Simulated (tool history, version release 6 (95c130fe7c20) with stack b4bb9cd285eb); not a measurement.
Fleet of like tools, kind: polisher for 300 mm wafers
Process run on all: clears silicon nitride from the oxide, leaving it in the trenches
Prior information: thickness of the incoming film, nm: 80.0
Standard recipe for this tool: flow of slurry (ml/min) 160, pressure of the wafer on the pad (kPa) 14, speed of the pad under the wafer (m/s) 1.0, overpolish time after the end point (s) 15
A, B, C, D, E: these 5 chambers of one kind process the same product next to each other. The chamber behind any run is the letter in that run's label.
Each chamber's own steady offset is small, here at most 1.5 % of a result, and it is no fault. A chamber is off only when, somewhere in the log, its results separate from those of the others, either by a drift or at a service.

run   hour  flow of slurry (ml/min)  pressure of the wafer on the pad (kPa)  speed of the pad under the wafer (m/s)  overpolish time after the end point (s)  time until the end point was called (s)
 1B   10.4                      160                                      14                                     1.0                                       15                                   118.15
      11.5  -- chamber E: head pressure recalibrated
 2A   25.0                      160                                      14                                     1.0                                       15                                   120.72
 3C   37.0                      160                                      14                                     1.0                                       15                                   119.55
      37.6  -- chamber A: worn pad replaced by a new one
      41.8  -- chamber D: worn pad replaced by a new one
      44.2  -- chamber E: worn pad replaced by a new one
 4E   46.7                      160                                      14                                     1.0                                       15                                   119.09
      49.6  -- chamber B: worn pad replaced by a new one
      57.1  -- chamber A: slurry nozzle cleaned
      57.3  -- chamber E: slurry nozzle cleaned
 5D   58.7                      160                                      14                                     1.0                                       15                                   119.88
      66.6  -- chamber D: slurry nozzle cleaned
 6A   67.6                      160                                      14                                     1.0                                       15                                   120.05
 7E   74.5                      160                                      14                                     1.0                                       15                                   118.95
 8B   83.9                      120                                      14                                     1.0                                       15                                   123.70
 9D   91.4                      120                                      14                                     1.0                                       15                                   126.54
10C  103.0                      120                                      14                                     1.0                                       15                                   128.16
11E  117.5                      120                                      14                                     1.0                                       15                                   125.41
     126.1  -- chamber D: worn pad replaced by a new one
12B  127.6                      120                                      14                                     1.0                                       15                                   122.14
13A  142.9                      135                                      14                                     1.2                                       15                                   102.03
     147.2  -- chamber A: worn pad replaced by a new one
14D  152.4                      135                                      14                                     1.2                                       15                                   104.13
     153.3  -- chamber B: worn pad replaced by a new one
15C  160.4                      135                                      14                                     1.2                                       15                                   103.62
16C  174.7                      135                                      14                                     1.2                                       15                                   104.46
     182.5  -- chamber E: worn pad replaced by a new one
17E  182.9                      135                                      14                                     1.2                                       15                                   102.53
     189.1  -- chamber B: slurry nozzle cleaned
18A  190.7                      160                                      14                                     1.0                                       15                                   121.37
     195.9  -- chamber D: head pressure recalibrated
     198.9  -- chamber C: head pressure recalibrated
19D  200.9                      160                                      14                                     1.0                                       15                                   120.28
20B  216.3                      160                                      14                                     1.0                                       15                                   119.00
     222.1  -- chamber D: worn pad replaced by a new one
21A  231.4                      160                                      14                                     1.0                                       15                                   119.57
22C  239.4                      160                                      14                                     1.0                                       15                                   126.21
     245.8  -- chamber A: worn pad replaced by a new one
23D  248.7                      160                                      14                                     1.0                                       15                                   118.61
24E  263.4                      160                                      14                                     1.0                                       15                                   117.78
     264.3  -- chamber B: worn pad replaced by a new one
     268.1  -- chamber B: head pressure recalibrated
25B  275.4                      160                                      14                                     1.0                                       15                                   118.64
26B  283.5                      160                                      14                                     1.0                                       15                                   118.80
     285.2  -- chamber A: head pressure recalibrated
27D  294.7                      160                                      14                                     1.0                                       15                                   121.22
28E  301.6                      160                                      14                                     1.0                                       15                                   119.30
     306.7  -- chamber D: worn pad replaced by a new one
29C  312.8                      160                                      14                                     1.0                                       15                                   129.64
     318.3  -- chamber E: worn pad replaced by a new one
30A  320.5                      160                                      14                                     1.0                                       15                                   119.93
31B  334.1                      160                                      14                                     1.0                                       15                                   117.46
     342.3  -- chamber A: slurry nozzle cleaned
     349.2  -- chamber A: worn pad replaced by a new one
32A  349.4                      160                                      14                                     1.0                                       15                                   120.53
33E  364.8                      160                                      14                                     1.0                                       15                                   119.66
34C  375.6                      160                                      14                                     1.0                                       15                                   127.93
35D  385.9                      160                                      14                                     1.0                                       15                                   119.02
36E  394.3                      160                                      14                                     1.0                                       15                                   119.47
     395.8  -- chamber D: worn pad replaced by a new one
     396.6  -- chamber B: worn pad replaced by a new one
     397.5  -- chamber E: head pressure recalibrated
37B  408.4                      160                                      14                                     1.0                                       15                                   119.82
38A  420.9                      160                                      14                                     1.0                                       15                                   119.26
39C  429.6                      160                                      14                                     1.0                                       15                                   130.30
40D  436.9                      190                                      14                                     1.0                                       15                                   116.45
41B  445.5                      190                                      14                                     1.0                                       15                                   116.57
     460.4  -- chamber A: worn pad replaced by a new one
42E  460.5                      190                                      14                                     1.0                                       15                                   116.86
43A  475.0                      190                                      14                                     1.0                                       15                                   116.28
44C  484.0                      190                                      14                                     1.0                                       15                                   131.28

For the next run the whole fleet of 5 chambers uses the same settings. Give each chamber's results:
45A  495.1                      160                                      14                                     1.0                                       15                                        ?
45B  495.1                      160                                      14                                     1.0                                       15                                        ?
45C  495.1                      160                                      14                                     1.0                                       15                                        ?
45D  495.1                      160                                      14                                     1.0                                       15                                        ?
45E  495.1                      160                                      14                                     1.0                                       15                                        ?

run  time until the end point was called (s)
45A                                   120.10
45B                                   120.01
45C                                   135.32
45D                                   119.46
45E                                   121.27
